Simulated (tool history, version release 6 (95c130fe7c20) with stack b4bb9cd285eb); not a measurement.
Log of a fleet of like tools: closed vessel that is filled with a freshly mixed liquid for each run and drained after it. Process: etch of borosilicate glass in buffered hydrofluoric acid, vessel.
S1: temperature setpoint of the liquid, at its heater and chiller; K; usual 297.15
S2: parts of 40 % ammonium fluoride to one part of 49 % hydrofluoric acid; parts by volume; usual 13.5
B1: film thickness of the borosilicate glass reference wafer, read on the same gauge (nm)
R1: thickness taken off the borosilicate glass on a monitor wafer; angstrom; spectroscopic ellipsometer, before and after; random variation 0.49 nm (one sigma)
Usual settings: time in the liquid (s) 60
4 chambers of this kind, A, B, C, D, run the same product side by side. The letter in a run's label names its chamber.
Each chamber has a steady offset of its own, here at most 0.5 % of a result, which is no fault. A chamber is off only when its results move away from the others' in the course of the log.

{"run": "1A", "hour": 4.6, "S1": 297.15, "S2": 13.5, "time in the liquid (s)": 60, "B1": 59.998, "R1": 551.85}
{"hour": 6.1, "done": "chamber B: hydrofluoric acid flow meter replaced"}
{"run": "2C", "hour": 9.1, "S1": 297.15, "S2": 13.5, "time in the liquid (s)": 60, "B1": 60.0, "R1": 546.54}
{"run": "3B", "hour": 16.3, "S1": 297.15, "S2": 13.5, "time in the liquid (s)": 60, "B1": 60.03, "R1": 561.72}
{"run": "4D", "hour": 23.8, "S1": 297.15, "S2": 13.5, "time in the liquid (s)": 60, "B1": 59.966, "R1": 554.7}
{"run": "5A", "hour": 28.3, "S1": 297.15, "S2": 13.5, "time in the liquid (s)": 60, "B1": 60.028, "R1": 557.42}
{"run": "6D", "hour": 36.1, "S1": 297.15, "S2": 13.5, "time in the liquid (s)": 60, "B1": 59.98, "R1": 553.83}
{"run": "7B", "hour": 44.8, "S1": 297.15, "S2": 13.5, "time in the liquid (s)": 40, "B1": 60.02, "R1": 374.5}
{"run": "8C", "hour": 50.7, "S1": 297.15, "S2": 13.5, "time in the liquid (s)": 40, "B1": 59.981, "R1": 367.47}
{"run": "9B", "hour": 55.8, "S1": 297.15, "S2": 13.5, "time in the liquid (s)": 40, "B1": 60.017, "R1": 378.55}
{"run": "10C", "hour": 64.5, "S1": 297.15, "S2": 13.5, "time in the liquid (s)": 40, "B1": 60.004, "R1": 375.05}
{"run": "11D", "hour": 70.0, "S1": 297.15, "S2": 13.5, "time in the liquid (s)": 60, "B1": 60.005, "R1": 573.46}
{"run": "12A", "hour": 75.0, "S1": 297.15, "S2": 13.5, "time in the liquid (s)": 60, "B1": 60.023, "R1": 562.17}
{"run": "13B", "hour": 81.0, "S1": 297.15, "S2": 13.5, "time in the liquid (s)": 60, "B1": 59.997, "R1": 566.92}
{"run": "14A", "hour": 88.6, "S1": 297.15, "S2": 13.5, "time in the liquid (s)": 60, "B1": 60.003, "R1": 556.72}
{"run": "15C", "hour": 97.9, "S1": 297.15, "S2": 13.5, "time in the liquid (s)": 60, "B1": 59.975, "R1": 552.17}
{"run": "16D", "hour": 102.9, "S1": 297.15, "S2": 13.5, "time in the liquid (s)": 60, "B1": 59.984, "R1": 579.82}
{"run": "17A", "hour": 107.9, "S1": 297.15, "S2": 13.5, "time in the liquid (s)": 60, "B1": 60.0, "R1": 558.39}
{"run": "18B", "hour": 114.4, "S1": 297.15, "S2": 13.5, "time in the liquid (s)": 60, "B1": 60.004, "R1": 556.96}
{"run": "19C", "hour": 124.2, "S1": 297.15, "S2": 10.0, "time in the liquid (s)": 35, "B1": 60.009, "R1": 429.95}
{"run": "20D", "hour": 134.0, "S1": 297.15, "S2": 10.0, "time in the liquid (s)": 35, "B1": 59.985, "R1": 452.44}
{"run": "21A", "hour": 141.2, "S1": 297.15, "S2": 10.0, "time in the liquid (s)": 35, "B1": 59.994, "R1": 430.01}
{"run": "22B", "hour": 150.6, "S1": 297.15, "S2": 10.0, "time in the liquid (s)": 35, "B1": 59.977, "R1": 440.72}
{"run": "23C", "hour": 160.0, "S1": 297.15, "S2": 13.5, "time in the liquid (s)": 60, "B1": 60.034, "R1": 548.64}
{"run": "24D", "hour": 169.8, "S1": 297.15, "S2": 13.5, "time in the liquid (s)": 60, "B1": 60.009, "R1": 598.35}
{"run": "25C", "hour": 178.6, "S1": 297.15, "S2": 13.5, "time in the liquid (s)": 60, "B1": 60.03, "R1": 558.88}
{"run": "26B", "hour": 183.3, "S1": 297.15, "S2": 13.5, "time in the liquid (s)": 60, "B1": 59.999, "R1": 561.17}

Is one chamber off against the others, does the gauge drift, or is nothing wrong? If a chamber is off, say which, and what the likeliest cause is.

Chamber D drifts away from the others.
Cause: hydrofluoric acid flow above the setpoint (%) = 9.32.
The log may not tell that from: liquid hotter than its thermometer reads (K).

Here are 4 candidates for chamber D's next run, each the usual settings with a change, their results left as question marks. Which one brings its results back in line with what the others give on the usual settings?
In line means no further than this from the other chambers' mean on the usual settings: R1 17.00 angstrom
{"run": "27D-1", "hour": 190.7, "S1": 297.15, "S2": 13.5, "time in the liquid (s)": 55, "R1": "?"}
{"run": "27D-2", "hour": 190.7, "S1": 298.65, "S2": 13.5, "time in the liquid (s)": 60, "R1": "?"}
{"run": "27D-3", "hour": 190.7, "S1": 296.65, "S2": 14.0, "time in the liquid (s)": 55, "R1": "?"}
{"run": "27D-4", "hour": 190.7, "S1": 300.15, "S2": 13.5, "time in the liquid (s)": 60, "R1": "?"}

The other chambers' mean on the usual settings: R1 556.76 angstrom
run=27D-1 R1=559.13
run=27D-2 R1=660.07
run=27D-3 R1=525.48
run=27D-4 R1=713.80
27D-1 brings the chamber back in line.

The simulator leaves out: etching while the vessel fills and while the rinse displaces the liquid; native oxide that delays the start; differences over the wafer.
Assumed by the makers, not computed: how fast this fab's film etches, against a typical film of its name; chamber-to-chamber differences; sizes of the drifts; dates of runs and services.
